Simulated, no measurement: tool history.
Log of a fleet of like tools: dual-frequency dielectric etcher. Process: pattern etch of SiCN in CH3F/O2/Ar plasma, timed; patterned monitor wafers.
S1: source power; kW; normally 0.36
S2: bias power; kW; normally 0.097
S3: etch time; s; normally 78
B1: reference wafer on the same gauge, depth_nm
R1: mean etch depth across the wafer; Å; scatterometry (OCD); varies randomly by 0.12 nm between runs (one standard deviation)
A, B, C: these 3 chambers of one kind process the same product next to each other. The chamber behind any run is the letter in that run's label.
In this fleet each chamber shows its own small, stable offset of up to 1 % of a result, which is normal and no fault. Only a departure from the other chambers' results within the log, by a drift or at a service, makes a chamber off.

run 1B hour=8.2 | S1=0.36 S2=0.097 S3=78 | B1=30.693 | R1=312.12
run 2C hour=16.4 | S1=0.36 S2=0.097 S3=78 | B1=30.71 | R1=314.18
run 3A hour=23 | S1=0.36 S2=0.097 S3=78 | B1=30.684 | R1=316.5
run 4B hour=30.3 | S1=0.36 S2=0.097 S3=78 | B1=30.69 | R1=312.8
run 5C hour=34.4 | S1=0.36 S2=0.097 S3=78 | B1=30.708 | R1=314.49
run 6A hour=38.5 | S1=0.36 S2=0.097 S3=78 | B1=30.697 | R1=316.33
run 7B hour=45.3 | S1=0.36 S2=0.097 S3=78 | B1=30.7 | R1=312.33
run 8A hour=50.1 | S1=0.4 S2=0.097 S3=61 | B1=30.705 | R1=254.59
run 9C hour=54.6 | S1=0.4 S2=0.097 S3=61 | B1=30.696 | R1=255.7
run 10B hour=61.3 | S1=0.4 S2=0.097 S3=61 | B1=30.692 | R1=253.2
run 11A hour=69.8 | S1=0.36 S2=0.097 S3=78 | B1=30.714 | R1=315.91
run 12C hour=76.1 | S1=0.36 S2=0.097 S3=78 | B1=30.711 | R1=313.4
run 13A hour=83.5 | S1=0.36 S2=0.097 S3=78 | B1=30.728 | R1=313.98
run 14B hour=87.5 | S1=0.36 S2=0.111 S3=89 | B1=30.71 | R1=376.41
run 15C hour=95.4 | S1=0.36 S2=0.111 S3=89 | B1=30.685 | R1=376.35
run 16C hour=104.1 | S1=0.36 S2=0.111 S3=89 | B1=30.719 | R1=375.25
run 17B hour=108.4 | S1=0.36 S2=0.097 S3=78 | B1=30.708 | R1=310.78
run 18A hour=116.7 | S1=0.36 S2=0.097 S3=78 | B1=30.672 | R1=313.14
run 19C hour=123.9 | S1=0.36 S2=0.097 S3=78 | B1=30.688 | R1=313.87
run 20B hour=131.1 | S1=0.45 S2=0.105 S3=78 | B1=30.699 | R1=349.71
run 21A hour=135.1 | S1=0.45 S2=0.105 S3=78 | B1=30.692 | R1=353.48
run 22A hour=144 | S1=0.45 S2=0.105 S3=78 | B1=30.712 | R1=350.73
run 23B hour=150.1 | S1=0.36 S2=0.097 S3=78 | B1=30.706 | R1=312.42
run 24C hour=157.8 | S1=0.36 S2=0.079 S3=78 | B1=30.696 | R1=292
run 25C hour=165.3 | S1=0.36 S2=0.079 S3=78 | B1=30.685 | R1=291.88
run 26B hour=171.9 | S1=0.36 S2=0.079 S3=78 | B1=30.68 | R1=289.39
run 27A hour=177.3 | S1=0.36 S2=0.111 S3=78 | B1=30.727 | R1=330.91
run 28C hour=183.7 | S1=0.36 S2=0.111 S3=78 | B1=30.675 | R1=333.85
run 29A hour=188.2 | S1=0.36 S2=0.111 S3=78 | B1=30.694 | R1=332.69
run 30B hour=194.6 | S1=0.36 S2=0.097 S3=78 | B1=30.697 | R1=312.47
-- hour=200.8 chamber A: wet clean of the chamber
run 31B hour=203.3 | S1=0.4 S2=0.08 S3=78 | B1=30.689 | R1=301.94
run 32A hour=207.3 | S1=0.4 S2=0.08 S3=78 | B1=30.73 | R1=303.42
run 33C hour=215.9 | S1=0.4 S2=0.08 S3=78 | B1=30.732 | R1=309.2
run 34B hour=224.9 | S1=0.36 S2=0.078 S3=58.5 | B1=30.72 | R1=216.16
run 35A hour=231.7 | S1=0.36 S2=0.078 S3=58.5 | B1=30.733 | R1=217.6
run 36C hour=237.3 | S1=0.36 S2=0.078 S3=58.5 | B1=30.696 | R1=220.35
-- hour=244.5 chamber C: bias power generator calibrated
run 37A hour=245.5 | S1=0.36 S2=0.097 S3=78 | B1=30.686 | R1=317.42
run 38B hour=250.8 | S1=0.36 S2=0.097 S3=78 | B1=30.722 | R1=310.72
run 39C hour=255.5 | S1=0.36 S2=0.097 S3=78 | B1=30.692 | R1=319.4
run 40C hour=262.8 | S1=0.36 S2=0.097 S3=78 | B1=30.658 | R1=317.18
run 41A hour=268.1 | S1=0.44 S2=0.081 S3=78 | B1=30.732 | R1=315.85
run 42B hour=274.5 | S1=0.44 S2=0.081 S3=78 | B1=30.715 | R1=312.1
run 43B hour=282.5 | S1=0.44 S2=0.081 S3=78 | B1=30.702 | R1=315.56
run 44C hour=287.4 | S1=0.36 S2=0.078 S3=78 | B1=30.712 | R1=296.48

Predict what each chamber gives when all 3 of them run the settings below next.
run 45A hour=293.8 | S1=0.36 S2=0.097 S3=78 | R1=?
run 45B hour=293.8 | S1=0.36 S2=0.097 S3=78 | R1=?
run 45C hour=293.8 | S1=0.36 S2=0.097 S3=78 | R1=?

run=45A R1=313.41
run=45B R1=310.58
run=45C R1=320.25
